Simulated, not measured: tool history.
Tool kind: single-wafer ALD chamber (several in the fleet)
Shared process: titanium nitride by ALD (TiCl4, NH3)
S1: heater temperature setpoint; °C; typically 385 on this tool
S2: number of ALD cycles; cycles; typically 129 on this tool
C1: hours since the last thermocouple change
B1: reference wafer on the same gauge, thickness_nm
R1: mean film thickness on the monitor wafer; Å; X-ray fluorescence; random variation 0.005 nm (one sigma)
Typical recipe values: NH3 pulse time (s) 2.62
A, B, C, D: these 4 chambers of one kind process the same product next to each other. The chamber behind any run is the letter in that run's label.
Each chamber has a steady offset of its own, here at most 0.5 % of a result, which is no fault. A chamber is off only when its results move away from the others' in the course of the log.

{"run": "1B", "hour": 10.0, "S1": 385, "S2": 129, "NH3 pulse time (s)": 2.62, "C1": 681.6, "B1": 2.6412, "R1": 28.489}
{"run": "2C", "hour": 22.8, "S1": 385, "S2": 129, "NH3 pulse time (s)": 2.62, "C1": 634.3, "B1": 2.6414, "R1": 28.651}
{"run": "3A", "hour": 30.8, "S1": 385, "S2": 129, "NH3 pulse time (s)": 2.62, "C1": 1490.3, "B1": 2.6421, "R1": 28.461}
{"run": "4D", "hour": 40.6, "S1": 385, "S2": 129, "NH3 pulse time (s)": 2.62, "C1": 678.4, "B1": 2.6431, "R1": 28.504}
{"run": "5A", "hour": 46.6, "S1": 385, "S2": 129, "NH3 pulse time (s)": 2.62, "C1": 1506.1, "B1": 2.6428, "R1": 28.415}
{"run": "6B", "hour": 57.5, "S1": 385, "S2": 129, "NH3 pulse time (s)": 2.62, "C1": 729.1, "B1": 2.6427, "R1": 28.483}
{"run": "7C", "hour": 70.7, "S1": 385, "S2": 129, "NH3 pulse time (s)": 2.62, "C1": 682.2, "B1": 2.6451, "R1": 28.6}
{"run": "8D", "hour": 82.2, "S1": 385, "S2": 129, "NH3 pulse time (s)": 2.62, "C1": 720, "B1": 2.645, "R1": 28.61}
{"run": "9C", "hour": 88.3, "S1": 385, "S2": 129, "NH3 pulse time (s)": 2.62, "C1": 699.8, "B1": 2.6461, "R1": 28.59}
{"run": "10B", "hour": 96.0, "S1": 385, "S2": 129, "NH3 pulse time (s)": 2.62, "C1": 767.6, "B1": 2.6451, "R1": 28.506}
{"run": "11A", "hour": 104.2, "S1": 390, "S2": 129, "NH3 pulse time (s)": 2.25, "C1": 1563.7, "B1": 2.646, "R1": 28.436}
{"run": "12D", "hour": 115.5, "S1": 390, "S2": 129, "NH3 pulse time (s)": 2.25, "C1": 753.3, "B1": 2.6473, "R1": 28.641}
{"run": "13B", "hour": 125.4, "S1": 390, "S2": 129, "NH3 pulse time (s)": 2.25, "C1": 797, "B1": 2.6473, "R1": 28.54}
{"run": "14A", "hour": 131.7, "S1": 390, "S2": 129, "NH3 pulse time (s)": 2.25, "C1": 1591.2, "B1": 2.6479, "R1": 28.376}
{"run": "15C", "hour": 145.3, "S1": 385, "S2": 129, "NH3 pulse time (s)": 2.62, "C1": 756.8, "B1": 2.6495, "R1": 28.682}
{"run": "16D", "hour": 157.1, "S1": 385, "S2": 129, "NH3 pulse time (s)": 2.62, "C1": 794.9, "B1": 2.6505, "R1": 28.644}
{"run": "17B", "hour": 169.5, "S1": 385, "S2": 129, "NH3 pulse time (s)": 2.62, "C1": 841.1, "B1": 2.6509, "R1": 28.602}
{"run": "18A", "hour": 175.6, "S1": 385, "S2": 129, "NH3 pulse time (s)": 2.62, "C1": 1635.1, "B1": 2.6503, "R1": 28.529}
{"run": "19D", "hour": 187.8, "S1": 373, "S2": 144, "NH3 pulse time (s)": 2.62, "C1": 825.6, "B1": 2.651, "R1": 31.779}
{"run": "20C", "hour": 198.8, "S1": 373, "S2": 144, "NH3 pulse time (s)": 2.62, "C1": 810.3, "B1": 2.651, "R1": 31.712}
{"run": "21C", "hour": 210.8, "S1": 373, "S2": 144, "NH3 pulse time (s)": 2.62, "C1": 822.3, "B1": 2.6535, "R1": 31.745}
{"run": "22D", "hour": 221.7, "S1": 373, "S2": 144, "NH3 pulse time (s)": 2.62, "C1": 859.5, "B1": 2.6543, "R1": 31.706}
{"run": "23A", "hour": 229.4, "S1": 385, "S2": 129, "NH3 pulse time (s)": 2.62, "C1": 1688.9, "B1": 2.6544, "R1": 28.656}
{"run": "24B", "hour": 242.4, "S1": 378, "S2": 129, "NH3 pulse time (s)": 2.62, "C1": 914, "B1": 2.6559, "R1": 28.559}
{"run": "25D", "hour": 254.2, "S1": 378, "S2": 129, "NH3 pulse time (s)": 2.62, "C1": 892, "B1": 2.6549, "R1": 28.643}
{"run": "26B", "hour": 267.4, "S1": 378, "S2": 129, "NH3 pulse time (s)": 2.62, "C1": 939, "B1": 2.6563, "R1": 28.442}
{"run": "27A", "hour": 275.7, "S1": 378, "S2": 129, "NH3 pulse time (s)": 2.62, "C1": 1735.2, "B1": 2.6565, "R1": 28.555}
{"run": "28C", "hour": 284.1, "S1": 385, "S2": 129, "NH3 pulse time (s)": 2.62, "C1": 895.6, "B1": 2.6569, "R1": 28.818}
{"run": "29D", "hour": 294.0, "S1": 385, "S2": 129, "NH3 pulse time (s)": 2.62, "C1": 931.8, "B1": 2.6577, "R1": 28.788}
{"run": "30B", "hour": 307.1, "S1": 385, "S2": 129, "NH3 pulse time (s)": 2.62, "C1": 978.7, "B1": 2.6579, "R1": 28.653}

The same settings go to every chamber for the next run, one line per chamber below. Forecast the results for each:
{"run": "31A", "hour": 316.8, "S1": 371, "S2": 129, "NH3 pulse time (s)": 2.62, "R1": "?"}
{"run": "31B", "hour": 316.8, "S1": 371, "S2": 129, "NH3 pulse time (s)": 2.62, "R1": "?"}
{"run": "31C", "hour": 316.8, "S1": 371, "S2": 129, "NH3 pulse time (s)": 2.62, "R1": "?"}
{"run": "31D", "hour": 316.8, "S1": 371, "S2": 129, "NH3 pulse time (s)": 2.62, "R1": "?"}

run=31A R1=28.271
run=31B R1=28.313
run=31C R1=28.454
run=31D R1=28.505
